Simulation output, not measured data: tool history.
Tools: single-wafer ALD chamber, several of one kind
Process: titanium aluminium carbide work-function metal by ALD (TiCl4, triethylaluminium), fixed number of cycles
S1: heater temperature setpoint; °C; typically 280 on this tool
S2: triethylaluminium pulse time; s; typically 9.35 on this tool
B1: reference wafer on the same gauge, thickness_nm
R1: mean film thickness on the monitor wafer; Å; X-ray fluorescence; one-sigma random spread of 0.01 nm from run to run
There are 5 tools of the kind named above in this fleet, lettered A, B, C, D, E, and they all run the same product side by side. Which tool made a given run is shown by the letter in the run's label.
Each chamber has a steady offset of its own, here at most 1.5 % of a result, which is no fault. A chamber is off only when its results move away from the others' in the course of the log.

Run 1C, hour 10.6: usual settings; B1 1.8373. Result: R1 18.343 Å.
Run 2E, hour 25.6: usual settings; B1 1.8395. Result: R1 18.046 Å.
Run 3D, hour 41.4: usual settings; B1 1.8418. Result: R1 18.139 Å.
Run 4A, hour 50.1: usual settings; B1 1.8411. Result: R1 18.184 Å.
Run 5B, hour 62.7: usual settings; B1 1.8381. Result: R1 18.255 Å.
Run 6C, hour 70.5: usual settings; B1 1.8400. Result: R1 18.194 Å.
Run 7E, hour 86.1: usual settings; B1 1.8393. Result: R1 17.996 Å.
Run 8A, hour 100.3: usual settings; B1 1.8425. Result: R1 18.334 Å.
Run 9B, hour 113.0: usual settings; B1 1.8391. Result: R1 17.987 Å.
Run 10D, hour 123.2: usual settings; B1 1.8384. Result: R1 17.878 Å.
At hour 124.0: chamber A: thermocouple changed; heater temperature recalibrated.
Run 11B, hour 133.6: usual settings; B1 1.8397. Result: R1 17.999 Å.
Run 12E, hour 140.9: usual settings; B1 1.8398. Result: R1 17.912 Å.
Run 13D, hour 151.6: usual settings; B1 1.8396. Result: R1 18.098 Å.
Run 14A, hour 161.3: usual settings; B1 1.8395. Result: R1 18.251 Å.
Run 15C, hour 174.0: usual settings but S2 12.00 s; B1 1.8381. Result: R1 18.574 Å.
Run 16B, hour 183.5: usual settings but S2 12.00 s; B1 1.8410. Result: R1 18.323 Å.
Run 17C, hour 196.6: usual settings but S2 12.00 s; B1 1.8406. Result: R1 18.513 Å.
Run 18A, hour 211.7: usual settings but S2 12.00 s; B1 1.8379. Result: R1 18.677 Å.
Run 19D, hour 225.9: usual settings but S2 12.00 s; B1 1.8443. Result: R1 18.373 Å.
Run 20E, hour 236.2: usual settings; B1 1.8425. Result: R1 17.687 Å.
Run 21D, hour 246.6: usual settings; B1 1.8403. Result: R1 17.760 Å.
Run 22A, hour 262.4: usual settings; B1 1.8394. Result: R1 18.220 Å.
Run 23E, hour 275.0: usual settings; B1 1.8397. Result: R1 17.536 Å.
Run 24B, hour 290.6: usual settings; B1 1.8416. Result: R1 17.988 Å.
Run 25C, hour 302.5: usual settings; B1 1.8404. Result: R1 18.263 Å.
At hour 315.0: chamber B: triethylaluminium bottle replaced.
Run 26B, hour 315.9: usual settings; B1 1.8386. Result: R1 18.003 Å.
Run 27A, hour 324.6: usual settings; B1 1.8428. Result: R1 18.102 Å.
Run 28D, hour 338.1: usual settings; B1 1.8392. Result: R1 18.088 Å.
Run 29E, hour 348.3: usual settings but S2 5.90 s; B1 1.8418. Result: R1 15.428 Å.
Run 30C, hour 355.9: usual settings but S2 5.90 s; B1 1.8390. Result: R1 16.405 Å.
Run 31C, hour 367.7: usual settings but S2 5.90 s; B1 1.8381. Result: R1 16.366 Å.
Run 32B, hour 381.8: usual settings but S2 5.90 s; B1 1.8385. Result: R1 16.372 Å.
Run 33E, hour 391.2: usual settings but S2 5.90 s; B1 1.8414. Result: R1 15.377 Å.
Run 34A, hour 406.4: usual settings; B1 1.8397. Result: R1 18.271 Å.
Run 35D, hour 414.0: usual settings; B1 1.8422. Result: R1 18.016 Å.
Run 36B, hour 422.6: usual settings; B1 1.8395. Result: R1 18.109 Å.
Run 37E, hour 434.5: usual settings; B1 1.8429. Result: R1 17.336 Å.
Run 38A, hour 449.6: usual settings; B1 1.8384. Result: R1 17.928 Å.
Run 39C, hour 464.2: usual settings; B1 1.8369. Result: R1 18.092 Å.
Run 40D, hour 473.5: usual settings; B1 1.8385. Result: R1 18.106 Å.
Run 41A, hour 485.9: usual settings; B1 1.8419. Result: R1 18.260 Å.
Run 42E, hour 498.8: usual settings; B1 1.8396. Result: R1 17.381 Å.
Run 43B, hour 512.5: usual settings; B1 1.8394. Result: R1 18.123 Å.

Each of the 5 chambers runs these same settings next. Fill in every chamber's results:
Run 44A, hour 524.3: usual settings but S2 11.06 s. Result: R1 ?.
Run 44B, hour 524.3: usual settings but S2 11.06 s. Result: R1 ?.
Run 44C, hour 524.3: usual settings but S2 11.06 s. Result: R1 ?.
Run 44D, hour 524.3: usual settings but S2 11.06 s. Result: R1 ?.
Run 44E, hour 524.3: usual settings but S2 11.06 s. Result: R1 ?.

run      R1
44A  18.504
44B  18.389
44C  18.472
44D  18.177
44E  17.749
